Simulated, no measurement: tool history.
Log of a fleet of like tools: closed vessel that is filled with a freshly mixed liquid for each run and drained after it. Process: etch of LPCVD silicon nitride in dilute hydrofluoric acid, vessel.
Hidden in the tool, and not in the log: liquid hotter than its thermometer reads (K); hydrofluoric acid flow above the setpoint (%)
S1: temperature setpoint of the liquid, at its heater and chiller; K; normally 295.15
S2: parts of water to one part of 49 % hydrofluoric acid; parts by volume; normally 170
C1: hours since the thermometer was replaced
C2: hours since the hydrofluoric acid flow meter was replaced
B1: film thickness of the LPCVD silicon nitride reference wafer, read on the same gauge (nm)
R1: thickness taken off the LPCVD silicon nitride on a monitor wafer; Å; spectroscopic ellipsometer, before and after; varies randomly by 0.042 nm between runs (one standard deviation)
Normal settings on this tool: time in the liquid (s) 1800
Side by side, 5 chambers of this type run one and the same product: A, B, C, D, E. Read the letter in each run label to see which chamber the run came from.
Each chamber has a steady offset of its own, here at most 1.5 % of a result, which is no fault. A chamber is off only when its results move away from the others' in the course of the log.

run 1D hour=5.8 | S1=295.15 S2=170 time_in_the_liquid_(s)=1800 | C1=202.3 C2=753.5 | B1=100.040 | R1=41.643
run 2B hour=12.3 | S1=295.15 S2=170 time_in_the_liquid_(s)=1800 | C1=166.1 C2=1625.7 | B1=99.959 | R1=42.704
run 3A hour=17.6 | S1=295.15 S2=170 time_in_the_liquid_(s)=1800 | C1=852.0 C2=631.5 | B1=99.980 | R1=42.562
run 4C hour=22.0 | S1=295.15 S2=170 time_in_the_liquid_(s)=1800 | C1=824.9 C2=1624.9 | B1=99.978 | R1=42.777
run 5E hour=28.3 | S1=295.15 S2=170 time_in_the_liquid_(s)=1800 | C1=681.3 C2=546.5 | B1=100.030 | R1=42.519
run 6C hour=33.3 | S1=295.15 S2=170 time_in_the_liquid_(s)=1800 | C1=836.2 C2=1636.2 | B1=99.985 | R1=43.161
-- hour=33.9 chamber D: hydrofluoric acid flow meter replaced
run 7E hour=37.8 | S1=295.15 S2=170 time_in_the_liquid_(s)=1800 | C1=690.8 C2=556.0 | B1=99.984 | R1=42.579
run 8A hour=42.3 | S1=295.15 S2=170 time_in_the_liquid_(s)=1800 | C1=876.7 C2=656.2 | B1=99.998 | R1=42.307
run 9D hour=49.0 | S1=295.15 S2=170 time_in_the_liquid_(s)=1800 | C1=245.5 C2=15.2 | B1=100.000 | R1=42.359
run 10B hour=55.4 | S1=295.15 S2=170 time_in_the_liquid_(s)=1800 | C1=209.2 C2=1668.8 | B1=100.010 | R1=42.181
run 11C hour=60.6 | S1=295.15 S2=170 time_in_the_liquid_(s)=1800 | C1=863.5 C2=1663.5 | B1=99.979 | R1=43.770
-- hour=64.5 chamber E: hydrofluoric acid flow meter replaced
run 12D hour=66.5 | S1=295.15 S2=170 time_in_the_liquid_(s)=1800 | C1=263.0 C2=32.7 | B1=99.966 | R1=42.331
run 13B hour=71.6 | S1=295.15 S2=170 time_in_the_liquid_(s)=1800 | C1=225.4 C2=1685.0 | B1=100.010 | R1=43.293
run 14E hour=77.5 | S1=295.15 S2=170 time_in_the_liquid_(s)=1800 | C1=730.5 C2=13.1 | B1=100.010 | R1=42.519
run 15A hour=80.6 | S1=295.15 S2=170 time_in_the_liquid_(s)=1800 | C1=915.0 C2=694.5 | B1=100.020 | R1=41.637
run 16C hour=85.8 | S1=295.15 S2=170 time_in_the_liquid_(s)=1800 | C1=888.7 C2=1688.7 | B1=99.965 | R1=42.874
run 17D hour=92.4 | S1=295.15 S2=170 time_in_the_liquid_(s)=1800 | C1=288.9 C2=58.6 | B1=99.978 | R1=41.502
run 18E hour=96.7 | S1=295.15 S2=170 time_in_the_liquid_(s)=1800 | C1=749.7 C2=32.3 | B1=100.010 | R1=41.835
run 19A hour=101.7 | S1=295.15 S2=170 time_in_the_liquid_(s)=1800 | C1=936.1 C2=715.6 | B1=100.030 | R1=42.461
run 20B hour=105.5 | S1=295.15 S2=170 time_in_the_liquid_(s)=1800 | C1=259.3 C2=1718.9 | B1=100.000 | R1=45.230
run 21B hour=109.5 | S1=295.15 S2=170 time_in_the_liquid_(s)=1800 | C1=263.3 C2=1722.9 | B1=100.020 | R1=45.226
run 22C hour=114.7 | S1=295.15 S2=170 time_in_the_liquid_(s)=1800 | C1=917.6 C2=1717.6 | B1=99.992 | R1=43.145
run 23E hour=119.9 | S1=295.15 S2=170 time_in_the_liquid_(s)=1800 | C1=772.9 C2=55.5 | B1=100.030 | R1=41.074
run 24D hour=125.3 | S1=295.15 S2=170 time_in_the_liquid_(s)=1425 | C1=321.8 C2=91.5 | B1=99.977 | R1=33.565
run 25A hour=129.4 | S1=295.15 S2=170 time_in_the_liquid_(s)=1425 | C1=963.8 C2=743.3 | B1=100.060 | R1=33.170
run 26C hour=133.0 | S1=295.15 S2=170 time_in_the_liquid_(s)=1425 | C1=935.9 C2=1735.9 | B1=99.980 | R1=33.672
run 27A hour=138.8 | S1=295.15 S2=170 time_in_the_liquid_(s)=1425 | C1=973.2 C2=752.7 | B1=100.000 | R1=33.516
run 28B hour=143.9 | S1=295.15 S2=170 time_in_the_liquid_(s)=1425 | C1=297.7 C2=1757.3 | B1=99.997 | R1=36.061
run 29D hour=147.3 | S1=295.15 S2=170 time_in_the_liquid_(s)=1800 | C1=343.8 C2=113.5 | B1=99.998 | R1=42.081
run 30E hour=153.1 | S1=290.65 S2=170 time_in_the_liquid_(s)=745 | C1=806.1 C2=88.7 | B1=100.060 | R1=12.798
run 31D hour=157.0 | S1=290.65 S2=170 time_in_the_liquid_(s)=745 | C1=353.5 C2=123.2 | B1=99.969 | R1=13.213
run 32C hour=161.7 | S1=290.65 S2=170 time_in_the_liquid_(s)=745 | C1=964.6 C2=1764.6 | B1=100.010 | R1=13.158
run 33B hour=164.8 | S1=290.65 S2=170 time_in_the_liquid_(s)=745 | C1=318.6 C2=1778.2 | B1=100.020 | R1=14.122
run 34E hour=170.1 | S1=290.65 S2=170 time_in_the_liquid_(s)=745 | C1=823.1 C2=105.7 | B1=100.040 | R1=12.902
run 35A hour=173.4 | S1=295.15 S2=170 time_in_the_liquid_(s)=1800 | C1=1007.8 C2=787.3 | B1=100.000 | R1=42.107
run 36D hour=177.4 | S1=295.15 S2=170 time_in_the_liquid_(s)=1800 | C1=373.9 C2=143.6 | B1=100.020 | R1=42.169

All chambers now run identical settings, listed one chamber a line with results as question marks. What results will each chamber show?
run 37A hour=182.2 | S1=295.15 S2=170 time_in_the_liquid_(s)=1800 | R1=?
run 37B hour=182.2 | S1=295.15 S2=170 time_in_the_liquid_(s)=1800 | R1=?
run 37C hour=182.2 | S1=295.15 S2=170 time_in_the_liquid_(s)=1800 | R1=?
run 37D hour=182.2 | S1=295.15 S2=170 time_in_the_liquid_(s)=1800 | R1=?
run 37E hour=182.2 | S1=295.15 S2=170 time_in_the_liquid_(s)=1800 | R1=?

run=37A R1=42.175
run=37B R1=46.932
run=37C R1=42.667
run=37D R1=42.577
run=37E R1=42.698
